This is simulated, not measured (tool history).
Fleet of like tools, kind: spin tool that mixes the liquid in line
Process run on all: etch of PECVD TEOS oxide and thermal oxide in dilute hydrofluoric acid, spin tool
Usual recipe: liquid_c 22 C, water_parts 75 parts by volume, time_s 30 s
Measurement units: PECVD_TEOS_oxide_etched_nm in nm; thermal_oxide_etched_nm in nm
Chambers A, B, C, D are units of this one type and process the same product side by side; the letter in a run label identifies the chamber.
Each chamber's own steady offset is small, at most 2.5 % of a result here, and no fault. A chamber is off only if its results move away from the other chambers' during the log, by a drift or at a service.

| run | hour | liquid_c | water_parts | time_s | read-back film thickness of the PECVD TEOS oxide reference wafer, read on the same gauge (nm) | read-back film thickness of the thermal oxide reference wafer, read on the same gauge (nm) | PECVD_TEOS_oxide_etched_nm | thermal_oxide_etched_nm |
|---|---|---|---|---|---|---|---|---|
| 1B | 3.4 | 22 | 75 | 30 | 59.985 | 139.99 | 8.8646 | 1.884 |
| 2A | 8.3 | 22 | 75 | 30 | 60.002 | 140 | 8.894 | 1.8094 |
| 3D | 14 | 22 | 75 | 30 | 60.01 | 140 | 8.947 | 1.9008 |
| 4C | 18.4 | 22 | 75 | 30 | 60.012 | 139.98 | 8.7845 | 1.8195 |
| 5B | 22.3 | 22 | 75 | 30 | 60.006 | 139.99 | 8.87 | 1.8613 |
| 6A | 28 | 22 | 75 | 30 | 60 | 140.01 | 8.8959 | 1.8707 |
| 7D | 34.1 | 22 | 75 | 30 | 59.997 | 140.02 | 8.9076 | 1.8968 |
| 8C | 39.4 | 22 | 75 | 30 | 59.989 | 139.97 | 8.8267 | 1.9005 |
| 9A | 45.5 | 24 | 75 | 45 | 59.988 | 140.03 | 14.434 | 3.0279 |
| 10C | 50.9 | 24 | 75 | 45 | 59.991 | 140.03 | 14.331 | 3.0821 |
| 11D | 57.5 | 24 | 75 | 45 | 60.008 | 140 | 14.497 | 3.009 |
| 12B | 62.5 | 24 | 75 | 45 | 59.991 | 140.02 | 14.468 | 3.0754 |
| 13D | 65.5 | 18 | 75 | 25 | 60.015 | 140.01 | 6.3615 | 1.2997 |
| 14B | 70.4 | 18 | 75 | 25 | 59.99 | 140 | 6.274 | 1.324 |
| 15A | 76.5 | 18 | 75 | 25 | 60.005 | 139.99 | 6.2441 | 1.2799 |
| 16C | 79.5 | 18 | 75 | 25 | 59.991 | 139.99 | 6.2327 | 1.3277 |
| 17C | 84.3 | 22 | 75 | 30 | 60.015 | 139.99 | 8.822 | 1.8664 |
| 18B | 87.9 | 22 | 75 | 30 | 59.998 | 140.03 | 8.8327 | 1.8607 |
| 19D | 92.6 | 22 | 75 | 30 | 60.002 | 139.96 | 8.9681 | 1.8695 |
| 20A | 99.4 | 22 | 100 | 30 | 60.005 | 140 | 6.4759 | 1.371 |
| 21D | 102.4 | 22 | 100 | 30 | 60.011 | 140 | 6.4674 | 1.3366 |
| 22B | 109 | 22 | 100 | 30 | 60.014 | 139.99 | 6.4111 | 1.3405 |
| 23A | 112.9 | 22 | 100 | 30 | 59.993 | 139.98 | 6.5008 | 1.3287 |
| 24C | 116.8 | 22 | 75 | 30 | 60 | 140.02 | 8.771 | 1.89 |
| 25B | 120.4 | 22 | 75 | 30 | 60.005 | 140.02 | 8.8485 | 1.8143 |
| 26C | 125.7 | 22 | 75 | 30 | 60.016 | 139.98 | 8.791 | 1.9085 |
| 27D | 131.2 | 22 | 75 | 30 | 59.998 | 140.01 | 8.9793 | 1.845 |
| 28A | 134.8 | 25 | 75 | 30 | 59.997 | 140 | 10 | 2.1209 |
| 29B | 141.4 | 25 | 75 | 30 | 60.01 | 140.01 | 9.9961 | 2.0989 |
| 30A | 147 | 25 | 75 | 30 | 59.985 | 140 | 10.062 | 2.0852 |

Decide between three cases: one chamber stands off from its peers, the gauge reading all wafers drifts, or nothing is wrong past each chamber's small offset. Where a chamber is off, say which and what most likely put it there.

Neither any chamber nor the gauge drifts; the chambers differ only by their own small, steady offsets.
